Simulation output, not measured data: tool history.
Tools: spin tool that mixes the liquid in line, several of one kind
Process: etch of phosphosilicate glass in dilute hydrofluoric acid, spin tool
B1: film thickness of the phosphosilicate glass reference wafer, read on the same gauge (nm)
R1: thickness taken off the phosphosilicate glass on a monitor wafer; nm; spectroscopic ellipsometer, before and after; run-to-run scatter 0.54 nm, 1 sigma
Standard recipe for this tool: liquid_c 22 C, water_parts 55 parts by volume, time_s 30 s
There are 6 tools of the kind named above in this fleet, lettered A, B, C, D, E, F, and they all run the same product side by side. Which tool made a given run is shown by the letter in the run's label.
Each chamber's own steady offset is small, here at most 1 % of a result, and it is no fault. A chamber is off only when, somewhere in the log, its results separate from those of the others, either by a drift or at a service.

{"run": "1F", "hour": 4.4, "liquid_c": 22, "water_parts": 55, "time_s": 30, "B1": 49.985, "R1": 68.003}
{"run": "2D", "hour": 8.9, "liquid_c": 22, "water_parts": 55, "time_s": 30, "B1": 50.006, "R1": 66.903}
{"run": "3C", "hour": 16.7, "liquid_c": 22, "water_parts": 55, "time_s": 30, "B1": 50.034, "R1": 66.669}
{"run": "4A", "hour": 21.7, "liquid_c": 22, "water_parts": 55, "time_s": 30, "B1": 49.983, "R1": 68.611}
{"run": "5B", "hour": 25.6, "liquid_c": 22, "water_parts": 80, "time_s": 15, "B1": 50.019, "R1": 22.991}
{"run": "6E", "hour": 30.2, "liquid_c": 22, "water_parts": 80, "time_s": 15, "B1": 50.007, "R1": 22.063}
{"hour": 32.7, "done": "chamber F: thermometer replaced"}
{"run": "7F", "hour": 36.4, "liquid_c": 22, "water_parts": 80, "time_s": 15, "B1": 49.995, "R1": 22.588}
{"run": "8E", "hour": 42.7, "liquid_c": 22, "water_parts": 80, "time_s": 15, "B1": 50.035, "R1": 22.119}
{"run": "9B", "hour": 50.6, "liquid_c": 22, "water_parts": 80, "time_s": 15, "B1": 49.986, "R1": 22.604}
{"run": "10D", "hour": 56.0, "liquid_c": 22, "water_parts": 80, "time_s": 15, "B1": 49.971, "R1": 22.315}
{"run": "11C", "hour": 61.0, "liquid_c": 22, "water_parts": 55, "time_s": 30, "B1": 49.996, "R1": 67.288}
{"run": "12A", "hour": 68.2, "liquid_c": 22, "water_parts": 55, "time_s": 30, "B1": 50.039, "R1": 67.526}
{"run": "13B", "hour": 73.3, "liquid_c": 22, "water_parts": 55, "time_s": 30, "B1": 49.967, "R1": 67.311}
{"run": "14C", "hour": 81.2, "liquid_c": 22, "water_parts": 55, "time_s": 30, "B1": 49.954, "R1": 67.293}
{"run": "15A", "hour": 88.1, "liquid_c": 22, "water_parts": 55, "time_s": 30, "B1": 50.009, "R1": 67.385}
{"run": "16F", "hour": 95.5, "liquid_c": 22, "water_parts": 55, "time_s": 30, "B1": 49.957, "R1": 67.334}
{"run": "17E", "hour": 99.7, "liquid_c": 22, "water_parts": 55, "time_s": 30, "B1": 49.973, "R1": 65.744}
{"run": "18D", "hour": 106.6, "liquid_c": 22, "water_parts": 55, "time_s": 30, "B1": 50.012, "R1": 66.721}
{"run": "19E", "hour": 114.1, "liquid_c": 22, "water_parts": 55, "time_s": 30, "B1": 49.973, "R1": 64.698}
{"run": "20A", "hour": 122.1, "liquid_c": 25, "water_parts": 55, "time_s": 20, "B1": 50.024, "R1": 50.372}
{"run": "21C", "hour": 128.4, "liquid_c": 25, "water_parts": 55, "time_s": 20, "B1": 49.993, "R1": 51.449}
{"run": "22B", "hour": 133.3, "liquid_c": 25, "water_parts": 55, "time_s": 20, "B1": 50.023, "R1": 50.99}
{"run": "23D", "hour": 138.2, "liquid_c": 25, "water_parts": 55, "time_s": 20, "B1": 50.029, "R1": 50.504}
{"run": "24F", "hour": 142.1, "liquid_c": 25, "water_parts": 55, "time_s": 20, "B1": 50.0, "R1": 50.951}
{"run": "25C", "hour": 150.2, "liquid_c": 25, "water_parts": 55, "time_s": 20, "B1": 50.0, "R1": 50.725}
{"run": "26B", "hour": 154.1, "liquid_c": 22, "water_parts": 70, "time_s": 30, "B1": 49.974, "R1": 51.96}
{"run": "27A", "hour": 159.2, "liquid_c": 22, "water_parts": 70, "time_s": 30, "B1": 50.008, "R1": 52.461}
{"run": "28F", "hour": 166.9, "liquid_c": 22, "water_parts": 70, "time_s": 30, "B1": 49.988, "R1": 52.997}
{"run": "29E", "hour": 174.8, "liquid_c": 22, "water_parts": 70, "time_s": 30, "B1": 50.011, "R1": 49.209}
{"run": "30D", "hour": 180.4, "liquid_c": 22, "water_parts": 70, "time_s": 30, "B1": 49.996, "R1": 51.132}
{"run": "31C", "hour": 186.4, "liquid_c": 22, "water_parts": 70, "time_s": 30, "B1": 49.97, "R1": 51.926}
{"run": "32E", "hour": 192.8, "liquid_c": 26, "water_parts": 55, "time_s": 30, "B1": 50.046, "R1": 74.04}
{"run": "33A", "hour": 197.7, "liquid_c": 26, "water_parts": 55, "time_s": 30, "B1": 50.003, "R1": 79.41}
{"run": "34D", "hour": 205.2, "liquid_c": 26, "water_parts": 55, "time_s": 30, "B1": 49.984, "R1": 80.341}
{"run": "35F", "hour": 208.9, "liquid_c": 26, "water_parts": 55, "time_s": 30, "B1": 50.025, "R1": 79.96}
{"run": "36B", "hour": 214.2, "liquid_c": 26, "water_parts": 55, "time_s": 30, "B1": 49.97, "R1": 79.179}
{"run": "37A", "hour": 221.7, "liquid_c": 26, "water_parts": 55, "time_s": 30, "B1": 49.99, "R1": 79.795}
{"run": "38D", "hour": 229.7, "liquid_c": 22, "water_parts": 55, "time_s": 30, "B1": 49.937, "R1": 66.823}

Read the log: is a single chamber off, either drifting away or since a service, is the gauge that measures every chamber drifting, or is nothing wrong beyond small per-chamber offsets? Name any odd chamber and what most likely caused it.

Chamber E drifts away from the others.
Cause: hydrofluoric acid flow below the setpoint (%) = 9.07.
Not necessarily distinguishable in this log from: liquid colder than its thermometer reads (K).

Here are 4 candidates for chamber E's next run, each the usual settings with a change, their results left as question marks. Which one brings its results back in line with what the others give on the usual settings?
Counts as in line when no further than this from what the other chambers average on the usual settings: R1 1.900 nm
{"run": "39E-1", "hour": 235.8, "liquid_c": 19.5, "water_parts": 55, "time_s": 30, "R1": "?"}
{"run": "39E-2", "hour": 235.8, "liquid_c": 23.0, "water_parts": 55, "time_s": 30, "R1": "?"}
{"run": "39E-3", "hour": 235.8, "liquid_c": 22.0, "water_parts": 50, "time_s": 30, "R1": "?"}
{"run": "39E-4", "hour": 235.8, "liquid_c": 21.0, "water_parts": 55, "time_s": 30, "R1": "?"}

The mean the other chambers reach with the usual settings: R1 67.523 nm
run=39E-1 R1=55.402
run=39E-2 R1=63.979
run=39E-3 R1=68.130
run=39E-4 R1=58.960
39E-3 puts the chamber back in line with the other chambers.
